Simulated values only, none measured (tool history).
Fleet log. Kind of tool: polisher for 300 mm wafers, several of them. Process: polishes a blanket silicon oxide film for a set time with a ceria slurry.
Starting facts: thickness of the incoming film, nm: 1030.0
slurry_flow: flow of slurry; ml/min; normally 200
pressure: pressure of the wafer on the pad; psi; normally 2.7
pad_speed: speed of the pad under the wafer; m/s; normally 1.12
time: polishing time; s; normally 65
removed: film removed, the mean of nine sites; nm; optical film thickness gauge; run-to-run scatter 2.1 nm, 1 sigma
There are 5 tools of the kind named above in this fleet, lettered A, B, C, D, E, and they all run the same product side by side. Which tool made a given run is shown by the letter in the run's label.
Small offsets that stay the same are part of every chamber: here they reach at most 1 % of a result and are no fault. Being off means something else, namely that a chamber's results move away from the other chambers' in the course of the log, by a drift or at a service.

run 1D hour=7.9 | slurry_flow=200 pressure=2.7 pad_speed=1.12 time=65 | removed=234.70
run 2E hour=15.8 | slurry_flow=200 pressure=2.7 pad_speed=1.12 time=65 | removed=231.19
run 3C hour=25.2 | slurry_flow=200 pressure=2.7 pad_speed=1.12 time=65 | removed=235.79
-- hour=28.7 chamber D: worn pad replaced by a new one
-- hour=31.8 chamber C: worn pad replaced by a new one
run 4B hour=32.6 | slurry_flow=200 pressure=2.7 pad_speed=1.12 time=65 | removed=233.86
-- hour=35.7 chamber A: worn pad replaced by a new one
-- hour=38.5 chamber B: worn pad replaced by a new one
run 5A hour=41.8 | slurry_flow=200 pressure=2.7 pad_speed=0.90 time=65 | removed=190.18
run 6B hour=46.9 | slurry_flow=200 pressure=2.7 pad_speed=0.90 time=65 | removed=191.59
run 7D hour=56.2 | slurry_flow=200 pressure=2.7 pad_speed=0.90 time=65 | removed=187.28
run 8A hour=64.2 | slurry_flow=200 pressure=2.7 pad_speed=0.90 time=65 | removed=185.81
-- hour=68.2 chamber E: worn pad replaced by a new one
run 9C hour=69.9 | slurry_flow=200 pressure=2.7 pad_speed=0.90 time=65 | removed=194.28
run 10E hour=78.1 | slurry_flow=200 pressure=2.7 pad_speed=1.12 time=65 | removed=237.41
run 11B hour=86.1 | slurry_flow=200 pressure=2.7 pad_speed=1.12 time=65 | removed=239.53
run 12D hour=94.4 | slurry_flow=200 pressure=2.7 pad_speed=1.46 time=65 | removed=307.96
-- hour=94.5 chamber B: worn pad replaced by a new one
-- hour=96.0 chamber D: worn pad replaced by a new one
-- hour=98.0 chamber C: worn pad replaced by a new one
run 13A hour=100.2 | slurry_flow=200 pressure=2.7 pad_speed=1.46 time=65 | removed=306.54
run 14E hour=107.0 | slurry_flow=200 pressure=2.7 pad_speed=1.46 time=65 | removed=303.25
-- hour=115.6 chamber A: worn pad replaced by a new one
run 15C hour=116.9 | slurry_flow=200 pressure=2.7 pad_speed=1.46 time=65 | removed=310.89
run 16C hour=121.8 | slurry_flow=200 pressure=2.7 pad_speed=1.46 time=65 | removed=309.59
-- hour=127.6 chamber E: worn pad replaced by a new one
run 17A hour=130.4 | slurry_flow=200 pressure=2.7 pad_speed=1.12 time=65 | removed=236.91
-- hour=131.1 chamber A: slurry nozzle cleaned
run 18D hour=139.3 | slurry_flow=200 pressure=2.7 pad_speed=1.12 time=65 | removed=235.72
run 19B hour=146.4 | slurry_flow=200 pressure=2.7 pad_speed=1.12 time=65 | removed=236.97
-- hour=147.8 chamber B: worn pad replaced by a new one
run 20E hour=150.8 | slurry_flow=200 pressure=2.7 pad_speed=1.12 time=65 | removed=231.95
-- hour=151.4 chamber C: worn pad replaced by a new one
-- hour=153.0 chamber D: worn pad replaced by a new one
run 21A hour=159.4 | slurry_flow=200 pressure=2.7 pad_speed=1.12 time=65 | removed=237.69
run 22D hour=165.0 | slurry_flow=200 pressure=2.7 pad_speed=1.12 time=65 | removed=235.89
run 23C hour=171.1 | slurry_flow=200 pressure=2.7 pad_speed=1.12 time=65 | removed=230.80
run 24E hour=178.1 | slurry_flow=200 pressure=2.7 pad_speed=1.12 time=65 | removed=232.92
run 25B hour=182.5 | slurry_flow=200 pressure=2.7 pad_speed=1.12 time=65 | removed=237.10
-- hour=184.8 chamber A: worn pad replaced by a new one
run 26C hour=190.1 | slurry_flow=200 pressure=2.7 pad_speed=1.12 time=65 | removed=235.76
-- hour=190.9 chamber E: worn pad replaced by a new one
run 27A hour=199.6 | slurry_flow=200 pressure=2.7 pad_speed=1.12 time=65 | removed=236.88
-- hour=200.7 chamber E: head pressure recalibrated
run 28B hour=207.7 | slurry_flow=240 pressure=2.7 pad_speed=1.12 time=65 | removed=238.71
-- hour=212.9 chamber C: worn pad replaced by a new one
-- hour=215.4 chamber A: head pressure recalibrated
run 29D hour=215.9 | slurry_flow=240 pressure=2.7 pad_speed=1.12 time=65 | removed=239.81
-- hour=217.8 chamber B: worn pad replaced by a new one
-- hour=222.3 chamber D: worn pad replaced by a new one
run 30E hour=225.8 | slurry_flow=240 pressure=2.7 pad_speed=1.12 time=65 | removed=239.29
run 31A hour=232.6 | slurry_flow=240 pressure=2.7 pad_speed=1.12 time=65 | removed=238.46
run 32E hour=240.3 | slurry_flow=240 pressure=2.7 pad_speed=1.12 time=65 | removed=238.27
run 33D hour=246.0 | slurry_flow=200 pressure=2.7 pad_speed=1.12 time=65 | removed=232.70
-- hour=251.7 chamber E: worn pad replaced by a new one
run 34C hour=251.7 | slurry_flow=200 pressure=2.7 pad_speed=1.12 time=65 | removed=237.32
-- hour=254.4 chamber A: worn pad replaced by a new one
run 35B hour=259.8 | slurry_flow=200 pressure=2.7 pad_speed=1.12 time=65 | removed=241.21
run 36D hour=265.9 | slurry_flow=200 pressure=2.7 pad_speed=1.12 time=65 | removed=238.86
run 37C hour=271.1 | slurry_flow=200 pressure=2.7 pad_speed=1.12 time=65 | removed=234.83
-- hour=277.0 chamber D: head pressure recalibrated
-- hour=279.4 chamber B: worn pad replaced by a new one
run 38A hour=280.3 | slurry_flow=200 pressure=2.7 pad_speed=1.12 time=65 | removed=234.80
-- hour=282.7 chamber C: worn pad replaced by a new one
-- hour=283.8 chamber D: worn pad replaced by a new one
run 39E hour=286.6 | slurry_flow=200 pressure=2.7 pad_speed=1.12 time=65 | removed=235.33
run 40B hour=294.9 | slurry_flow=200 pressure=2.7 pad_speed=1.12 time=65 | removed=237.51
run 41D hour=304.5 | slurry_flow=200 pressure=2.7 pad_speed=1.12 time=65 | removed=232.85
run 42C hour=309.5 | slurry_flow=200 pressure=2.7 pad_speed=1.12 time=65 | removed=236.35

Each of the 5 chambers runs these same settings next. Fill in every chamber's results:
run 43A hour=316.6 | slurry_flow=200 pressure=2.7 pad_speed=1.12 time=65 | removed=?
run 43B hour=316.6 | slurry_flow=200 pressure=2.7 pad_speed=1.12 time=65 | removed=?
run 43C hour=316.6 | slurry_flow=200 pressure=2.7 pad_speed=1.12 time=65 | removed=?
run 43D hour=316.6 | slurry_flow=200 pressure=2.7 pad_speed=1.12 time=65 | removed=?
run 43E hour=316.6 | slurry_flow=200 pressure=2.7 pad_speed=1.12 time=65 | removed=?

run=43A removed=237.94
run=43B removed=235.00
run=43C removed=241.60
run=43D removed=237.81
run=43E removed=229.84
